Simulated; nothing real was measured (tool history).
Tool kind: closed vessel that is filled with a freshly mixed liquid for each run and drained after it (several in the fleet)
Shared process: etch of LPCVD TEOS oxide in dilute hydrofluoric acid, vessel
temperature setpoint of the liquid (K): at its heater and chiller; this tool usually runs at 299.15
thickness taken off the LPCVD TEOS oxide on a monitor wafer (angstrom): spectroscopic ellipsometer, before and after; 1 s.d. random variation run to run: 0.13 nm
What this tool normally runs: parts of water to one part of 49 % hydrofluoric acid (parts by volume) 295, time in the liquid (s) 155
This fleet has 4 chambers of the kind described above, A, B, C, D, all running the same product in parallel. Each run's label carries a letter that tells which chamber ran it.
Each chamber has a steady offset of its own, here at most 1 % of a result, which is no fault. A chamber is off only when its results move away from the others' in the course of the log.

run,day,temperature setpoint of the liquid (K),parts of water to one part of 49 % hydrofluoric acid (parts by volume),time in the liquid (s),hours since the thermometer was replaced,hours since the hydrofluoric acid flow meter was replaced,"read-back film thickness of the LPCVD TEOS oxide reference wafer, read on the same gauge (nm)",thickness taken off the LPCVD TEOS oxide on a monitor wafer (angstrom)
1B,0.333,299.15,295,155,1236.9,272.8,99.994,135.960
2C,0.758,299.15,295,155,634.9,673.1,100.010,135.190
3D,1.233,299.15,295,155,399.5,418.1,99.995,134.160
4A,1.729,299.15,295,155,437.9,1384.2,99.999,134.770
5D,2.012,299.15,435,80,418.2,436.8,99.997,42.235
6A,2.479,299.15,435,80,455.9,1402.2,100.000,41.800
7C,2.917,299.15,435,80,686.7,724.9,99.988,42.014
8B,3.275,299.15,435,80,1307.5,343.4,99.923,42.112
9A,3.550,299.15,295,155,481.6,1427.9,100.030,135.640
10C,3.833,299.15,295,155,708.7,746.9,99.969,138.150
11D,4.096,299.15,295,155,468.2,486.8,100.020,137.630
12B,4.425,299.15,295,155,1335.1,371.0,100.000,135.850
13D,4.825,299.15,295,155,485.7,504.3,100.030,136.550
14C,5.300,299.15,295,155,743.9,782.1,99.969,140.100
15B,5.617,299.15,295,155,1363.7,399.6,100.010,139.180
16A,6.038,299.15,295,155,541.3,1487.6,100.020,137.950
17A,6.358,299.15,295,155,549.0,1495.3,99.988,134.890
18C,6.846,299.15,295,155,781.0,819.2,99.996,138.740
19B,7.204,299.15,295,155,1401.8,437.7,99.951,137.440
20D,7.579,299.15,295,155,551.8,570.4,99.999,136.660
21D,7.875,299.15,295,155,558.9,577.5,99.964,138.410
22C,8.325,299.15,295,155,816.5,854.7,100.000,140.020
23A,8.700,299.15,295,155,605.2,1551.5,99.988,134.490
24B,8.992,299.15,295,240,1444.7,480.6,99.966,212.810
25C,9.346,299.15,295,240,841.0,879.2,100.010,218.980
26B,9.704,299.15,295,240,1461.8,497.7,99.965,213.380
27A,10.212,299.15,295,240,641.5,1587.8,99.947,215.650
28D,10.762,299.15,295,155,628.2,646.8,99.991,139.290

Is one chamber off against the others, does the gauge drift, or is nothing wrong? If a chamber is off, say which, and what the likeliest cause is.

Little by little, chamber C moves away from the other chambers.
Likeliest cause: hydrofluoric acid flow above the setpoint (%) = 3.86.
It could be hard to tell apart here from: liquid hotter than its thermometer reads (K).

Here are 4 candidates for chamber C's next run, each the usual settings with a change, their results left as question marks. Which one brings its results back in line with what the others give on the usual settings?
A result is in line if it is within this distance of the other chambers' mean on the usual settings: thickness taken off the LPCVD TEOS oxide on a monitor wafer (angstrom) 4.400
29C-1,11.154,299.15,295,175,,,,?
29C-2,11.154,299.15,290,160,,,,?
29C-3,11.154,296.15,295,155,,,,?
29C-4,11.154,299.15,305,155,,,,?

Mean of the other chambers on the usual settings: thickness taken off the LPCVD TEOS oxide on a monitor wafer (angstrom) 137.060
run,thickness taken off the LPCVD TEOS oxide on a monitor wafer (angstrom)
29C-1,163.230
29C-2,152.520
29C-3,130.130
29C-4,138.560
29C-4 puts the chamber back in line with the other chambers.
